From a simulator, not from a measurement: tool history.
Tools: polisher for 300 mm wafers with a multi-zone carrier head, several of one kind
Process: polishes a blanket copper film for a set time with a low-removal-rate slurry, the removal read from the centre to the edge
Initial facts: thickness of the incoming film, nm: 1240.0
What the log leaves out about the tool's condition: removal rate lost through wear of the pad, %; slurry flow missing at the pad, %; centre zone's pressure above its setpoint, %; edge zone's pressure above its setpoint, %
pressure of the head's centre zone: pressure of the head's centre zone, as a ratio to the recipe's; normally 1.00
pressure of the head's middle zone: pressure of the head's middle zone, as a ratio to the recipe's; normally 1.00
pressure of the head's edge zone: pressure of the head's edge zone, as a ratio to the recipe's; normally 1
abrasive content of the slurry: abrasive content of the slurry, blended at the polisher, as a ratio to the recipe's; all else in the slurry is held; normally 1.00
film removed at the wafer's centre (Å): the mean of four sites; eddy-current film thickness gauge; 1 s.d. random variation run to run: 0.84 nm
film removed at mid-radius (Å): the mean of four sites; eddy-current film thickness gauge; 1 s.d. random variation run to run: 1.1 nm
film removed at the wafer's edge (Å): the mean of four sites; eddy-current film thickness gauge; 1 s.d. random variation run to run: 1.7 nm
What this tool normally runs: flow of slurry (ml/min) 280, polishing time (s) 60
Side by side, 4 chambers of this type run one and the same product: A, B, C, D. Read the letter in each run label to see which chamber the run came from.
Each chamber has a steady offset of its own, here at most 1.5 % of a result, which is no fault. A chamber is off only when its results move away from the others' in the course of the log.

run   hour  flow of slurry (ml/min)  pressure of the head's centre zone  pressure of the head's middle zone  pressure of the head's edge zone  abrasive content of the slurry  polishing time (s)  wafers polished on this pad  hours since the slurry nozzle was cleaned  hours since the centre zone pressure was calibrated  hours since the edge zone pressure was calibrated  film removed at the wafer's centre (Å)  film removed at mid-radius (Å)  film removed at the wafer's edge (Å)
 1A    2.5                      280                                1.00                                1.00                                 1                            1.00                  60                           59                                      182.0                                                414.5                                              729.4                                  1145.6                          1150.9                                1176.3
 2C    4.9                      280                                1.00                                1.00                                 1                            1.00                  60                          254                                      210.0                                                137.9                                             1040.8                                  1155.8                          1153.5                                1170.2
 3D    7.2                      280                                1.00                                1.00                                 1                            1.00                  60                          490                                      420.4                                                261.3                                              709.7                                  1170.0                          1153.2                                1136.3
       8.0  -- chamber D: worn pad replaced by a new one
 4B   11.6                      280                                1.00                                1.00                                 1                            1.00                  60                          728                                      540.9                                                238.0                                              935.0                                  1172.1                          1143.4                                1127.0
 5B   16.2                      280                                1.00                                1.00                                 1                            1.00                  60                          790                                      545.5                                                242.6                                              939.6                                  1179.1                          1174.0                                1164.0
 6A   19.3                      280                                1.00                                1.00                                 1                            1.00                  60                          284                                      198.8                                                431.3                                              746.2                                  1150.6                          1152.1                                1159.9
 7D   24.1                      280                                1.00                                1.00                                 1                            1.00                  60                          215                                      437.3                                                278.2                                              726.6                                  1160.0                          1154.1                                1134.7
 8C   27.4                      280                                1.00                                1.00                                 1                            1.00                  60                          555                                      232.5                                                160.4                                             1063.3                                  1171.1                          1134.2                                1176.0
 9C   30.1                      280                                1.00                                1.00                                 1                            1.00                  60                          591                                      235.2                                                163.1                                             1066.0                                  1159.3                          1152.8                                1173.7
      32.7  -- chamber B: worn pad replaced by a new one
10A   33.5                      280                                1.00                                1.00                                 1                            1.00                  60                          473                                      213.0                                                445.5                                              760.4                                  1146.7                          1132.7                                1163.4
      35.9  -- chamber C: worn pad replaced by a new one
11B   36.1                      280                                1.00                                1.00                                 1                            1.00                  60                           46                                      565.4                                                262.5                                              959.5                                  1159.0                          1155.3                                1151.8
12D   38.3                      280                                1.00                                1.00                                 1                            1.00                  60                          405                                      451.5                                                292.4                                              740.8                                  1171.4                          1172.5                                1130.8
13A   41.0                      280                                1.00                                1.00                                 1                            1.00                  60                          574                                      220.5                                                453.0                                              767.9                                  1154.0                          1153.1                                1153.3
      42.6  -- chamber D: worn pad replaced by a new one
14B   44.9                      280                                1.00                                1.00                                 1                            1.00                  60                          164                                      574.2                                                271.3                                              968.3                                  1158.4                          1172.0                                1141.9
15D   48.6                      280                                1.00                                1.00                                 1                            1.00                  60                           80                                      461.8                                                302.7                                              751.1                                  1164.8                          1170.7                                1139.5
16C   51.0                      280                                1.00                                1.00                                 1                            1.10                  78                          202                                      256.1                                                184.0                                             1086.9                                  1519.0                          1526.6                                1525.2
17D   53.2                      280                                1.00                                1.00                                 1                            1.10                  78                          142                                      466.4                                                307.3                                              755.7                                  1542.0                          1537.4                                1527.6
18C   56.2                      280                                1.00                                1.00                                 1                            1.10                  78                          271                                      261.3                                                189.2                                             1092.1                                  1531.4                          1525.7                                1558.0
19A   60.2                      280                                1.00                                1.00                                 1                            1.10                  78                          830                                      239.7                                                472.2                                              787.1                                  1558.0                          1521.9                                1528.1
20B   64.8                      280                                1.00                                1.09                                 1                            0.85                  60                          430                                      594.1                                                291.2                                              988.2                                  1121.6                          1215.5                                1127.9
21D   67.5                      280                                1.00                                1.09                                 1                            0.85                  60                          333                                      480.7                                                321.6                                              770.0                                  1121.6                          1197.6                                1087.2
22A   71.2                      280                                1.00                                1.09                                 1                            0.85                  60                          977                                      250.7                                                483.2                                              798.1                                  1146.4                          1211.3                                1112.0
23C   73.5                      280                                1.00                                1.09                                 1                            0.85                  60                          503                                      278.6                                                206.5                                             1109.4                                  1125.7                          1200.6                                1119.8
24B   76.6                      280                                1.00                                1.00                                 1                            1.00                  60                          587                                      605.9                                                303.0                                             1000.0                                  1151.7                          1142.5                                1163.7
25A   80.9                      280                                1.00                                1.00                                 1                            1.00                  60                         1107                                      260.4                                                492.9                                              807.8                                  1201.7                          1145.8                                1172.0
      81.4  -- chamber D: worn pad replaced by a new one
      83.8  -- chamber C: worn pad replaced by a new one
26C   84.5                      280                                1.00                                1.00                                 1                            1.00                  60                            9                                      289.6                                                217.5                                             1120.4                                  1163.3                          1164.1                                1155.7
27B   87.2                      280                                1.00                                1.00                                 1                            1.00                  60                          729                                      616.5                                                313.6                                             1010.6                                  1166.9                          1133.3                                1147.1
28D   89.9                      280                                1.00                                1.00                                 1                            1.00                  60                          114                                      503.1                                                344.0                                              792.4                                  1165.9                          1148.8                                1142.8
      93.1  -- chamber A: worn pad replaced by a new one
29B   94.6                      280                                1.00                                1.00                                 1                            1.00                  60                          828                                      623.9                                                321.0                                             1018.0                                  1172.5                          1141.4                                1133.1
30A   97.6                      280                                1.00                                1.11                                 1                            0.75                  60                           60                                      277.1                                                509.6                                              824.5                                  1139.8                          1189.1                                1085.2
      97.8  -- chamber D: centre zone pressure recalibrated
31D  101.5                      280                                1.00                                1.11                                 1                            0.75                  60                          269                                      514.7                                                  3.7                                              804.0                                  1100.1                          1208.9                                1067.2
32C  106.0                      280                                1.00                                1.11                                 1                            0.75                  60                          297                                      311.1                                                239.0                                             1141.9                                  1087.4                          1174.7                                1092.7
33D  110.0                      280                                1.00                                1.11                                 1                            0.75                  60                          383                                      523.2                                                 12.2                                              812.5                                  1107.3                          1210.2                                1074.2
34B  112.4                      280                                1.00                                1.00                                 1                            1.00                  60                         1066                                      641.7                                                338.8                                             1035.8                                  1174.6                          1159.2                                1141.8
35C  114.9                      280                                1.00                                1.00                                 1                            1.00                  60                          416                                      320.0                                                247.9                                             1150.8                                  1162.9                          1167.2                                1158.6
     117.7  -- chamber D: worn pad replaced by a new one
36A  118.4                      280                                1.00                                1.00                                 1                            1.00                  60                          338                                      297.9                                                530.4                                              845.3                                  1229.4                          1158.0                                1181.4
37C  123.2                      280                                1.00                                1.00                                 1                            1.00                  60                          527                                      328.3                                                256.2                                             1159.1                                  1157.6                          1154.2                                1169.3
     123.5  -- chamber B: worn pad replaced by a new one
38D  127.3                      280                                1.00                                1.00                                 1                            1.00                  60                          129                                      540.5                                                 29.5                                              829.8                                  1176.5                          1144.1                                1140.9
     128.3  -- chamber C: worn pad replaced by a new one
39B  129.6                      280                                1.00                                1.00                                 1                            1.00                  60                           82                                      658.9                                                356.0                                             1053.0                                  1153.8                          1161.3                                1142.1
40A  133.3                      280                                0.95                                1.09                                 1                            1.00                  60                          537                                      312.8                                                545.3                                              860.2                                  1180.5                          1231.0                                1140.4
41D  137.7                      280                                0.95                                1.09                                 1                            1.00                  60                          268                                      550.9                                                 39.9                                              840.2                                  1101.9                          1250.2                                1122.2
42C  140.6                      280                                0.95                                1.09                                 1                            1.00                  60                          164                                      345.7                                                273.6                                             1176.5                                  1098.0                          1242.5                                1164.8

What goes on in this fleet: one chamber off, a drifting gauge, or nothing beyond the chambers' own small offsets? Name the chamber and the cause, if any.

One chamber, A, drifts off from the rest bit by bit.
What lies behind it: centre zone's pressure above its setpoint, % = 8.39.

Chamber A could run next with any of the 4 candidate recipes listed below; each alters the usual settings, and their results appear as question marks. Which one brings its results back in line with what the other chambers deliver on the usual settings?
A result is in line if it is within this distance of the other chambers' mean on the usual settings: film removed at the wafer's centre (Å) 29.0; film removed at mid-radius (Å) 37.0; film removed at the wafer's edge (Å) 59.0
43A-1  144.1                      290                                1.13                                0.96                              0.96                            1.00                  61                                                                                                                                                                                                                       ?                               ?                                     ?
43A-2  144.1                      270                                0.88                                1.03                              1.04                            1.00                  59                                                                                                                                                                                                                       ?                               ?                                     ?
43A-3  144.1                      285                                1.06                                0.98                              0.98                            1.00                  61                                                                                                                                                                                                                       ?                               ?                                     ?
43A-4  144.1                      275                                0.94                                1.02                              1.02                            1.00                  60                                                                                                                                                                                                                       ?                               ?                                     ?

Other chambers, usual settings, mean: film removed at the wafer's centre (Å) 1161.2; film removed at mid-radius (Å) 1157.2; film removed at the wafer's edge (Å) 1153.9
  run  film removed at the wafer's centre (Å)  film removed at mid-radius (Å)  film removed at the wafer's edge (Å)
43A-1                                  1458.3                          1126.9                                1142.6
43A-2                                  1065.4                          1155.5                                1144.9
43A-3                                  1358.4                          1146.8                                1153.0
43A-4                                  1167.5                          1166.5                                1154.2
The answer is 43A-4, which returns the chamber to within the allowed miss of the others.
